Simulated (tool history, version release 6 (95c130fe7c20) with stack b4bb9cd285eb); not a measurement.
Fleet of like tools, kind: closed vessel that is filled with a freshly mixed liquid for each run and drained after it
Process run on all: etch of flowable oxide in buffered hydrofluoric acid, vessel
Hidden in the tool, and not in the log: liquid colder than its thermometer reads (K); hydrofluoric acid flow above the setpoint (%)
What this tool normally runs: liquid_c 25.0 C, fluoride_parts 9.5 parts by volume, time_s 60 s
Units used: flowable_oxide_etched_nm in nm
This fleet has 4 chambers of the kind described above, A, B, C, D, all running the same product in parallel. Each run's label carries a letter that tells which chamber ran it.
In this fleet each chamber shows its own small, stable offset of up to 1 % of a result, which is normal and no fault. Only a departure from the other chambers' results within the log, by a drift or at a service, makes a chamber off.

run,day,liquid_c,fluoride_parts,time_s,hours since the thermometer was replaced,hours since the hydrofluoric acid flow meter was replaced,"read-back film thickness of the flowable oxide reference wafer, read on the same gauge (nm)",flowable_oxide_etched_nm
1C,0.546,25.0,9.5,60,913.6,1281.2,90.047,346.86
2B,1.092,25.0,9.5,60,1145.8,725.8,90.023,340.07
3A,1.396,25.0,9.5,60,1029.7,254.9,90.017,343.20
4D,1.983,25.0,9.5,60,1279.2,226.0,89.995,345.11
5B,2.425,25.0,9.5,60,1177.8,757.8,90.039,344.22
6A,2.700,25.0,9.5,60,1061.0,286.2,89.987,345.98
7C,3.125,25.0,9.5,60,975.5,1343.1,89.995,348.51
8D,3.700,25.0,9.5,60,1320.4,267.2,90.022,348.21
9D,4.175,25.0,9.5,60,1331.8,278.6,89.971,346.17
10C,4.550,29.0,9.5,60,1009.7,1377.3,90.005,425.71
11A,4.958,29.0,9.5,60,1115.2,340.4,90.009,424.25
12B,5.408,29.0,9.5,60,1249.4,829.4,89.950,427.07
13B,5.900,29.0,9.5,60,1261.2,841.2,90.030,428.25
14D,6.312,25.0,9.5,60,1383.1,329.9,89.974,345.01
15C,6.617,20.5,9.5,60,1059.3,1426.9,89.956,270.57
16A,6.883,20.5,9.5,60,1161.4,386.6,90.039,265.90
17C,7.296,20.5,9.5,60,1075.6,1443.2,90.016,273.16
18D,7.550,20.5,9.5,60,1412.8,359.6,89.996,270.83
19A,8.088,25.0,9.5,60,1190.3,415.5,89.969,343.46
20B,8.629,25.0,9.5,60,1326.7,906.7,90.004,346.39
21A,9.046,25.0,9.5,60,1213.3,438.5,89.976,342.36
22D,9.421,25.0,9.5,60,1457.7,404.5,90.027,346.20
23C,9.829,25.0,10.5,60,1136.4,1504.0,90.007,320.08
24B,10.292,25.0,10.5,60,1366.6,946.6,90.001,321.43
25D,10.875,25.0,10.5,60,1492.6,439.4,89.970,319.13
26A,11.296,25.0,10.5,60,1267.3,492.5,90.031,317.45
# day 11.400: chamber C: hydrofluoric acid flow meter replaced
27C,11.758,25.0,9.5,60,1182.7,8.7,90.014,341.82
28B,12.242,25.0,9.5,60,1413.4,993.4,89.979,350.34
29C,12.808,25.0,9.5,60,1207.9,33.9,90.013,346.71
30A,13.300,25.0,9.5,60,1315.4,540.6,89.994,343.03
31B,13.717,25.0,9.5,60,1448.8,1028.8,89.978,355.74
32D,14.112,25.0,9.5,60,1570.3,517.1,90.022,348.00
33C,14.633,25.0,9.5,60,1251.7,77.7,90.023,346.03
34D,15.133,25.0,9.5,60,1594.8,541.6,89.988,346.15
35B,15.488,20.5,11.5,60,1491.3,1071.3,89.988,238.38
36A,15.783,20.5,11.5,60,1375.0,600.2,89.983,226.93
# day 16.246: chamber D: hydrofluoric acid flow meter replaced
37D,16.288,20.5,11.5,60,1622.5,1.1,89.990,226.75
38A,16.671,20.5,11.5,60,1396.3,621.5,89.988,226.64
39B,17.171,25.0,9.5,60,1531.7,1111.7,90.013,358.69
40C,17.433,25.0,9.5,60,1318.9,144.9,90.010,346.01
41A,17.954,25.0,9.5,60,1427.1,652.3,89.967,343.93
42B,18.446,21.5,13.5,60,1562.3,1142.3,90.000,219.01
43D,19.000,21.5,13.5,60,1687.6,66.2,90.027,205.69
44C,19.592,21.5,13.5,60,1370.7,196.7,90.014,206.03

All 4 chambers run these settings next. Forecast each chamber's results:
45A,20.017,25.0,11.0,60,,,,?
45B,20.017,25.0,11.0,60,,,,?
45C,20.017,25.0,11.0,60,,,,?
45D,20.017,25.0,11.0,60,,,,?

run,flowable_oxide_etched_nm
45A,304.45
45B,328.30
45C,303.78
45D,306.64
